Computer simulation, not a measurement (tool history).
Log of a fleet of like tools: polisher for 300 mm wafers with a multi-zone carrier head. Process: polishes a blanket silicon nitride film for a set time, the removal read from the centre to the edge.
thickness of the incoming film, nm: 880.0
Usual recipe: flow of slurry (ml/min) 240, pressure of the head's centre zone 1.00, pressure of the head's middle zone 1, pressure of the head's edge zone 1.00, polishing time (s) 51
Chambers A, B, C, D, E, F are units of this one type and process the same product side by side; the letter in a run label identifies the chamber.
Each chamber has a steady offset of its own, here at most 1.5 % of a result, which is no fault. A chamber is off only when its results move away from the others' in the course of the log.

run   hour  flow of slurry (ml/min)  pressure of the head's centre zone  pressure of the head's middle zone  pressure of the head's edge zone  polishing time (s)  wafers polished on this pad  hours since the slurry nozzle was cleaned  hours since the centre zone pressure was calibrated  hours since the edge zone pressure was calibrated  film removed at the wafer's centre (Å)  film removed at mid-radius (Å)  film removed at the wafer's edge (Å)
       1.5  -- chamber F: worn pad replaced by a new one
 1C    2.8                      240                                1.00                                   1                              1.00                  51                         1357                                      185.0                                                205.4                                              356.3                                 1134.60                         1156.50                               1168.20
 2B    6.6                      240                                1.00                                   1                              1.00                  51                          516                                      528.5                                                655.4                                              611.6                                 1150.50                         1154.60                               1141.50
      11.1  -- chamber C: worn pad replaced by a new one
 3F   11.3                      240                                1.00                                   1                              1.00                  51                          116                                      340.0                                                463.5                                              258.1                                 1148.10                         1170.90                               1184.90
 4E   15.0                      240                                1.00                                   1                              1.00                  51                          691                                       59.8                                                993.3                                              312.7                                 1144.60                         1152.80                               1138.20
 5A   20.2                      240                                1.00                                   1                              1.00                  51                          887                                      694.1                                                528.0                                              646.2                                 1184.90                         1133.00                               1152.10
 6D   23.2                      240                                1.00                                   1                              1.00                  51                          922                                      141.5                                               1186.5                                              167.4                                 1163.90                         1168.80                               1152.60
      24.3  -- chamber B: worn pad replaced by a new one
 7D   28.1                      240                                1.00                                   1                              1.00                  51                          980                                      146.4                                               1191.4                                              172.3                                 1138.30                         1155.50                               1140.90
 8B   32.6                      240                                1.09                                   1                              1.00                  51                           98                                      554.5                                                681.4                                              637.6                                 1270.40                         1151.50                               1171.50
 9C   37.2                      240                                1.09                                   1                              1.00                  51                          307                                      219.4                                                239.8                                              390.7                                 1246.10                         1161.80                               1120.70
10F   40.8                      240                                1.09                                   1                              1.00                  51                          463                                      369.5                                                493.0                                              287.6                                 1258.00                         1158.20                               1140.90
11E   43.2                      240                                1.09                                   1                              1.00                  51                         1023                                       88.0                                               1021.5                                              340.9                                 1261.10                         1116.00                               1108.10
      43.3  -- chamber D: worn pad replaced by a new one
12A   46.3                      240                                1.09                                   1                              1.00                  51                         1195                                      720.2                                                554.1                                              672.3                                 1281.40                         1141.80                               1172.80
13C   50.2                      240                                1.09                                   1                              1.00                  51                          460                                      232.4                                                252.8                                              403.7                                 1264.80                         1171.60                               1143.00
      52.2  -- chamber A: worn pad replaced by a new one
14A   54.1                      240                                1.00                                   1                              1.00                  38                           23                                      728.0                                                561.9                                              680.1                                  865.55                          849.20                                837.94
15B   57.8                      240                                1.00                                   1                              1.00                  38                          395                                      579.7                                                706.6                                              662.8                                  832.61                          863.43                                847.20
16E   60.7                      240                                1.00                                   1                              1.00                  38                         1230                                      105.5                                               1039.0                                              358.4                                  828.74                          823.25                                823.58
17F   64.4                      240                                1.00                                   1                              1.00                  38                          741                                      393.1                                                516.6                                              311.2                                  868.18                          855.56                                868.89
18D   69.2                      240                                1.00                                   1                              1.00                  38                          305                                      187.5                                               1232.5                                              213.4                                  852.54                          850.33                                840.98
19A   74.4                      240                                1.00                                   1                              1.00                  38                          262                                      748.3                                                582.2                                              700.4                                  865.00                          835.61                                857.81
20B   77.3                      240                                1.00                                   1                              1.00                  51                          624                                      599.2                                                726.1                                              682.3                                 1138.40                         1153.40                               1134.70
21C   80.8                      240                                1.00                                   1                              1.00                  51                          821                                      263.0                                                283.4                                              434.3                                 1121.70                         1156.00                               1153.40
22E   83.3                      240                                1.00                                   1                              1.00                  51                         1496                                      128.1                                               1061.6                                              381.0                                 1091.00                         1113.80                               1095.90
      86.2  -- chamber B: worn pad replaced by a new one
23D   87.8                      240                                1.00                                   1                              1.00                  51                          524                                      206.1                                               1251.1                                              232.0                                 1138.10                         1145.00                               1147.50
24F   91.5                      240                                1.00                                   1                              1.00                  51                         1060                                      420.2                                                543.7                                              338.3                                 1170.90                         1152.50                               1172.30
      92.4  -- chamber D: slurry nozzle cleaned
25D   96.4                      240                                1.00                                   1                              1.00                  51                          626                                        4.0                                               1259.7                                              240.6                                 1148.40                         1146.90                               1142.20
      97.8  -- chamber F: worn pad replaced by a new one
26C   99.7                      240                                1.00                                   1                              1.00                  51                         1043                                      281.9                                                302.3                                              453.2                                 1161.70                         1162.40                               1153.90
27F  102.4                      240                                1.00                                   1                              1.00                  51                           54                                      431.1                                                554.6                                              349.2                                 1133.50                         1153.10                               1173.50
     106.0  -- chamber B: edge zone pressure recalibrated
28A  106.9                      240                                1.00                                   1                              1.00                  51                          645                                      780.8                                                614.7                                              732.9                                 1174.00                         1133.70                               1157.10
29B  111.0                      240                                1.00                                   1                              1.00                  51                          292                                      632.9                                                759.8                                                5.1                                 1166.30                         1167.50                               1150.60
     111.4  -- chamber E: edge zone pressure recalibrated
30E  116.3                      240                                1.00                                   1                              1.00                  51                         1884                                      161.1                                               1094.6                                                5.0                                 1045.70                         1054.10                               1077.00
     117.5  -- chamber A: slurry nozzle cleaned
31D  120.6                      240                                1.00                                   1                              1.00                  51                          911                                       28.2                                               1283.9                                              264.8                                 1161.60                         1140.40                               1121.70
     121.9  -- chamber B: slurry nozzle cleaned
     122.0  -- chamber F: edge zone pressure recalibrated
32A  123.8                      240                                1.00                                   1                              1.00                  51                          844                                        6.3                                                631.6                                              749.8                                 1143.30                         1137.30                               1157.30
33E  128.9                      240                                1.00                                   1                              1.00                  51                         2033                                      173.7                                               1107.2                                               17.6                                 1033.50                         1063.30                               1047.20
34B  133.1                      240                                1.00                                   1                              1.00                  51                          552                                       11.2                                                781.9                                               27.2                                 1164.30                         1143.10                               1145.60
35C  136.7                      240                                1.00                                   1                              1.00                  51                         1479                                      318.9                                                339.3                                              490.2                                 1160.20                         1179.00                               1163.40
     138.1  -- chamber C: worn pad replaced by a new one
36F  141.1                      195                                1.00                                   1                              0.93                  51                          510                                      469.8                                                593.3                                               19.2                                 1121.00                         1118.50                               1077.20
37D  146.4                      195                                1.00                                   1                              0.93                  51                         1214                                       54.0                                               1309.7                                              290.6                                 1094.10                         1116.30                               1088.20
     147.6  -- chamber B: worn pad replaced by a new one
38B  149.6                      195                                1.00                                   1                              0.93                  51                           23                                       27.7                                                798.4                                               43.7                                 1119.40                         1119.30                               1093.70
39E  152.3                      195                                1.00                                   1                              0.93                  51                         2308                                      197.1                                               1130.6                                               41.0                                 1018.50                         1016.40                                970.38
40C  154.6                      195                                1.00                                   1                              0.93                  51                          195                                      336.8                                                357.2                                              508.1                                 1086.20                         1129.50                               1099.90

Next, all 6 chambers run the settings below, one line each with question marks for the results. What does each chamber give?
41A  158.4                      205                                1.00                                   1                              1.00                  51                                                                                                                                                                                                                       ?                               ?                                     ?
41B  158.4                      205                                1.00                                   1                              1.00                  51                                                                                                                                                                                                                       ?                               ?                                     ?
41C  158.4                      205                                1.00                                   1                              1.00                  51                                                                                                                                                                                                                       ?                               ?                                     ?
41D  158.4                      205                                1.00                                   1                              1.00                  51                                                                                                                                                                                                                       ?                               ?                                     ?
41E  158.4                      205                                1.00                                   1                              1.00                  51                                                                                                                                                                                                                       ?                               ?                                     ?
41F  158.4                      205                                1.00                                   1                              1.00                  51                                                                                                                                                                                                                       ?                               ?                                     ?

run  film removed at the wafer's centre (Å)  film removed at mid-radius (Å)  film removed at the wafer's edge (Å)
41A                                 1126.50                         1103.10                               1137.90
41B                                 1115.50                         1140.40                               1124.50
41C                                 1122.10                         1154.40                               1140.70
41D                                 1131.70                         1107.30                               1113.30
41E                                  995.29                         1003.20                                992.22
41F                                 1120.80                         1128.50                               1144.00

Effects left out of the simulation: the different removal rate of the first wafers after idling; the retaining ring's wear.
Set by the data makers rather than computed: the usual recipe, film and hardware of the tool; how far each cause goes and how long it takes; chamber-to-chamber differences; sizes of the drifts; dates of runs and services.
